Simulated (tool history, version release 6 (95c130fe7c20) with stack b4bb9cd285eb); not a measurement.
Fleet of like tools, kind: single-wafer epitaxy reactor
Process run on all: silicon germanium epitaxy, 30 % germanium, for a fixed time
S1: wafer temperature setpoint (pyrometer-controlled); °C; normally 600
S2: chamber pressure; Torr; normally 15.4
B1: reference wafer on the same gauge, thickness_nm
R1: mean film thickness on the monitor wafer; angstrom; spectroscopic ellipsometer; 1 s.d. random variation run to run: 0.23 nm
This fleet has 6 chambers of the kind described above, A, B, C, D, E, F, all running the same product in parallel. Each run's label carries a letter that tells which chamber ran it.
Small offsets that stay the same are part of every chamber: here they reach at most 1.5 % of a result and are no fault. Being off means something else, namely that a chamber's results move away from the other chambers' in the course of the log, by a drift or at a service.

Run 1E, hour 5.3: usual settings; B1 48.814. Result: R1 528.95 angstrom.
Run 2C, hour 12.8: usual settings; B1 48.819. Result: R1 529.31 angstrom.
Run 3F, hour 17.9: usual settings; B1 48.806. Result: R1 533.17 angstrom.
Run 4A, hour 27.6: usual settings; B1 48.808. Result: R1 537.16 angstrom.
Run 5B, hour 34.4: usual settings; B1 48.827. Result: R1 525.71 angstrom.
Run 6D, hour 45: usual settings; B1 48.747. Result: R1 530.86 angstrom.
Run 7C, hour 54: usual settings but S1 593 °C, S2 16.8 Torr; B1 48.838. Result: R1 484.29 angstrom.
Run 8A, hour 59.1: usual settings but S1 593 °C, S2 16.8 Torr; B1 48.814. Result: R1 490.04 angstrom.
Run 9F, hour 64.5: usual settings but S1 593 °C, S2 16.8 Torr; B1 48.793. Result: R1 485.13 angstrom.
At hour 67.2: chamber E: pyrometer calibrated.
Run 10E, hour 71.5: usual settings but S1 593 °C, S2 16.8 Torr; B1 48.768. Result: R1 484.28 angstrom.
Run 11D, hour 77.4: usual settings but S1 593 °C, S2 16.8 Torr; B1 48.803. Result: R1 484.94 angstrom.
Run 12B, hour 82.9: usual settings but S1 593 °C, S2 16.8 Torr; B1 48.818. Result: R1 478.08 angstrom.
Run 13E, hour 93.8: usual settings but S1 588 °C; B1 48.739. Result: R1 422.09 angstrom.
Run 14F, hour 105.1: usual settings but S1 588 °C; B1 48.771. Result: R1 429.12 angstrom.
Run 15A, hour 116.4: usual settings but S1 588 °C; B1 48.791. Result: R1 429.82 angstrom.
Run 16B, hour 125.3: usual settings but S1 588 °C; B1 48.759. Result: R1 418.89 angstrom.
Run 17D, hour 132.5: usual settings but S1 588 °C; B1 48.767. Result: R1 425.3 angstrom.
Run 18C, hour 141: usual settings but S1 588 °C; B1 48.782. Result: R1 421.72 angstrom.
Run 19C, hour 146: usual settings; B1 48.801. Result: R1 527.44 angstrom.
Run 20E, hour 155.3: usual settings but S1 592 °C, S2 18.7 Torr; B1 48.812. Result: R1 495.87 angstrom.
At hour 159.9: chamber B: capacitance manometer re-zeroed and calibrated.
Run 21B, hour 165: usual settings but S1 592 °C, S2 18.7 Torr; B1 48.829. Result: R1 481.64 angstrom.
Run 22A, hour 175.7: usual settings but S1 592 °C, S2 18.7 Torr; B1 48.805. Result: R1 497.39 angstrom.
Run 23D, hour 184.7: usual settings but S1 592 °C, S2 18.7 Torr; B1 48.761. Result: R1 499.39 angstrom.
Run 24F, hour 191.7: usual settings but S1 592 °C, S2 18.7 Torr; B1 48.787. Result: R1 495.64 angstrom.
At hour 202: chamber E: capacitance manometer re-zeroed and calibrated.
Run 25E, hour 202.2: usual settings but S1 592 °C, S2 18.7 Torr; B1 48.775. Result: R1 492.68 angstrom.
Run 26D, hour 212.7: usual settings but S1 588 °C; B1 48.852. Result: R1 424.91 angstrom.
At hour 218.8: chamber C: pyrometer calibrated.
Run 27C, hour 218.9: usual settings but S1 588 °C; B1 48.781. Result: R1 422.94 angstrom.
Run 28A, hour 227.1: usual settings but S1 588 °C; B1 48.832. Result: R1 428.45 angstrom.
Run 29B, hour 237.1: usual settings but S1 588 °C; B1 48.765. Result: R1 409.99 angstrom.
Run 30F, hour 242.1: usual settings but S1 588 °C; B1 48.805. Result: R1 429.99 angstrom.
Run 31B, hour 251.9: usual settings but S1 588 °C; B1 48.815. Result: R1 409.1 angstrom.
Run 32C, hour 261.7: usual settings but S2 12.2 Torr; B1 48.839. Result: R1 476.51 angstrom.
Run 33A, hour 269: usual settings but S2 12.2 Torr; B1 48.821. Result: R1 489.71 angstrom.
Run 34E, hour 275.1: usual settings but S2 12.2 Torr; B1 48.873. Result: R1 483.08 angstrom.
Run 35D, hour 282.8: usual settings but S2 12.2 Torr; B1 48.76. Result: R1 487.28 angstrom.
Run 36F, hour 290.8: usual settings but S2 12.2 Torr; B1 48.792. Result: R1 481.5 angstrom.
Run 37E, hour 302.2: usual settings but S2 12.2 Torr; B1 48.79. Result: R1 485.2 angstrom.
Run 38F, hour 309.6: usual settings; B1 48.797. Result: R1 531.21 angstrom.
Run 39C, hour 316.1: usual settings; B1 48.744. Result: R1 532.28 angstrom.
Run 40D, hour 324.8: usual settings; B1 48.795. Result: R1 530.57 angstrom.
Run 41A, hour 331.3: usual settings; B1 48.767. Result: R1 533.2 angstrom.
Run 42B, hour 339.5: usual settings but S1 595 °C, S2 17.5 Torr; B1 48.81. Result: R1 487.49 angstrom.
Run 43F, hour 347.6: usual settings but S1 595 °C, S2 17.5 Torr; B1 48.816. Result: R1 509.96 angstrom.
Run 44A, hour 354.3: usual settings but S1 595 °C, S2 17.5 Torr; B1 48.791. Result: R1 511.72 angstrom.

Has any chamber moved away from the others, gradually or after a service, or does the common gauge drift, or do the chambers differ only by their own small steady offsets? State the chamber and the most likely cause if one applies.

One chamber, B, drifts off from the rest bit by bit.
Most likely cause: wafer temperature below the value expected at the setpoint (K) = 1.83.

Here are 4 candidates for chamber B's next run, each the usual settings with a change, their results left as question marks. Which one brings its results back in line with what the others give on the usual settings?
To be in line, a result may differ from the other chambers' mean on the usual settings by at most: R1 8.1 angstrom
Run 45B-1, hour 362.5: usual settings but S2 19.6 Torr. Result: R1 ?.
Run 45B-2, hour 362.5: usual settings but S1 602 °C, S2 15.6 Torr. Result: R1 ?.
Run 45B-3, hour 362.5: usual settings but S2 13.6 Torr. Result: R1 ?.
Run 45B-4, hour 362.5: usual settings but S2 12.2 Torr. Result: R1 ?.

Mean of the other chambers on the usual settings: R1 530.6 angstrom
  run      R1
45B-1  555.69
45B-2  525.92
45B-3  480.15
45B-4  459.74
Change 45B-2 lands the chamber within the allowed miss of the other chambers.
